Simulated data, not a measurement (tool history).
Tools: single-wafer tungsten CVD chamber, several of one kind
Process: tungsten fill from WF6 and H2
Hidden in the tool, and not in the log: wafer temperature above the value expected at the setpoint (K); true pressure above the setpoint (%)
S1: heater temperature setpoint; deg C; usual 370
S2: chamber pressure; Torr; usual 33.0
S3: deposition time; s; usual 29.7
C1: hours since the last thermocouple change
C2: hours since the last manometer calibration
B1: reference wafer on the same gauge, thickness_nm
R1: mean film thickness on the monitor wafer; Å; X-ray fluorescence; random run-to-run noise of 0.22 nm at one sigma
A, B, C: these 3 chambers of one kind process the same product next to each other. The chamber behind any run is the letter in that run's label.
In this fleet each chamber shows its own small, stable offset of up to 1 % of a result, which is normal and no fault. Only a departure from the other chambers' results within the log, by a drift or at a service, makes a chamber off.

{"run": "1A", "day": 0.3, "S1": 370, "S2": 33.0, "S3": 29.7, "C1": 1776.4, "C2": 732.4, "B1": 39.928, "R1": 496.36}
{"run": "2C", "day": 0.529, "S1": 370, "S2": 33.0, "S3": 29.7, "C1": 359.3, "C2": 1221.5, "B1": 39.889, "R1": 495.73}
{"run": "3B", "day": 0.754, "S1": 370, "S2": 33.0, "S3": 29.7, "C1": 263.7, "C2": 1470.4, "B1": 39.891, "R1": 495.59}
{"run": "4C", "day": 1.096, "S1": 370, "S2": 33.0, "S3": 29.7, "C1": 372.9, "C2": 1235.1, "B1": 39.885, "R1": 490.89}
{"run": "5A", "day": 1.529, "S1": 370, "S2": 33.0, "S3": 29.7, "C1": 1805.9, "C2": 761.9, "B1": 39.919, "R1": 497.58}
{"day": 1.729, "done": "chamber B: capacitance manometer re-zeroed and calibrated"}
{"run": "6B", "day": 1.829, "S1": 370, "S2": 33.0, "S3": 29.7, "C1": 289.5, "C2": 2.4, "B1": 39.9, "R1": 493.55}
{"run": "7B", "day": 2.025, "S1": 356, "S2": 40.7, "S3": 29.7, "C1": 294.2, "C2": 7.1, "B1": 39.896, "R1": 400.86}
{"run": "8C", "day": 2.425, "S1": 356, "S2": 40.7, "S3": 29.7, "C1": 404.8, "C2": 1267.0, "B1": 39.944, "R1": 399.89}
{"run": "9A", "day": 2.7, "S1": 356, "S2": 40.7, "S3": 29.7, "C1": 1834.0, "C2": 790.0, "B1": 39.919, "R1": 404.96}
{"run": "10A", "day": 3.129, "S1": 370, "S2": 33.0, "S3": 29.7, "C1": 1844.3, "C2": 800.3, "B1": 39.867, "R1": 496.75}
{"run": "11C", "day": 3.325, "S1": 356, "S2": 38.6, "S3": 29.7, "C1": 426.4, "C2": 1288.6, "B1": 39.941, "R1": 388.33}
{"run": "12B", "day": 3.725, "S1": 356, "S2": 38.6, "S3": 29.7, "C1": 335.0, "C2": 47.9, "B1": 39.871, "R1": 392.83}
{"day": 3.962, "done": "chamber A: capacitance manometer re-zeroed and calibrated"}
{"run": "13A", "day": 3.967, "S1": 356, "S2": 38.6, "S3": 29.7, "C1": 1864.4, "C2": 0.2, "B1": 39.88, "R1": 393.65}
{"run": "14C", "day": 4.379, "S1": 370, "S2": 33.0, "S3": 29.7, "C1": 451.7, "C2": 1313.9, "B1": 39.879, "R1": 495.18}
{"run": "15B", "day": 4.762, "S1": 370, "S2": 33.0, "S3": 29.7, "C1": 359.9, "C2": 72.8, "B1": 39.906, "R1": 493.04}
{"run": "16C", "day": 5.025, "S1": 370, "S2": 33.0, "S3": 29.7, "C1": 467.2, "C2": 1329.4, "B1": 39.865, "R1": 493.42}
{"run": "17B", "day": 5.342, "S1": 370, "S2": 33.0, "S3": 29.7, "C1": 373.8, "C2": 86.7, "B1": 39.896, "R1": 495.42}
{"run": "18A", "day": 5.588, "S1": 370, "S2": 33.0, "S3": 35.0, "C1": 1903.3, "C2": 39.1, "B1": 39.888, "R1": 583.76}
{"run": "19A", "day": 5.979, "S1": 370, "S2": 33.0, "S3": 35.0, "C1": 1912.7, "C2": 48.5, "B1": 39.942, "R1": 585.01}
{"run": "20C", "day": 6.233, "S1": 370, "S2": 33.0, "S3": 35.0, "C1": 496.2, "C2": 1358.4, "B1": 39.887, "R1": 584.93}
{"run": "21B", "day": 6.612, "S1": 370, "S2": 33.0, "S3": 29.7, "C1": 404.3, "C2": 117.2, "B1": 39.89, "R1": 493.66}
{"run": "22A", "day": 6.812, "S1": 359, "S2": 25.8, "S3": 29.7, "C1": 1932.7, "C2": 68.5, "B1": 39.888, "R1": 345.86}
{"run": "23C", "day": 7.254, "S1": 359, "S2": 25.8, "S3": 29.7, "C1": 520.7, "C2": 1382.9, "B1": 39.955, "R1": 345.35}
{"run": "24B", "day": 7.671, "S1": 359, "S2": 25.8, "S3": 29.7, "C1": 429.7, "C2": 142.6, "B1": 39.925, "R1": 344.15}
{"run": "25A", "day": 7.962, "S1": 370, "S2": 33.0, "S3": 29.7, "C1": 1960.3, "C2": 96.1, "B1": 39.885, "R1": 496.18}
{"run": "26C", "day": 8.225, "S1": 370, "S2": 25.5, "S3": 34.0, "C1": 544.0, "C2": 1406.2, "B1": 39.868, "R1": 501.8}
{"run": "27B", "day": 8.533, "S1": 370, "S2": 25.5, "S3": 34.0, "C1": 450.4, "C2": 163.3, "B1": 39.929, "R1": 499.46}
{"run": "28B", "day": 8.979, "S1": 370, "S2": 25.5, "S3": 34.0, "C1": 461.1, "C2": 174.0, "B1": 39.881, "R1": 500.79}
{"run": "29A", "day": 9.429, "S1": 370, "S2": 33.0, "S3": 29.7, "C1": 1995.5, "C2": 131.3, "B1": 39.906, "R1": 494.45}
{"run": "30C", "day": 9.721, "S1": 370, "S2": 33.0, "S3": 29.7, "C1": 579.9, "C2": 1442.1, "B1": 39.938, "R1": 493.07}
{"run": "31B", "day": 10.096, "S1": 357, "S2": 33.0, "S3": 29.7, "C1": 487.9, "C2": 200.8, "B1": 39.904, "R1": 375.14}

One chamber off, gauge drift, or nothing amiss beyond the chambers' own small offsets? If it is a chamber, which one, and what is the likeliest cause?

No chamber is off and the gauge is stable; the differences are just each chamber's small, constant offset.
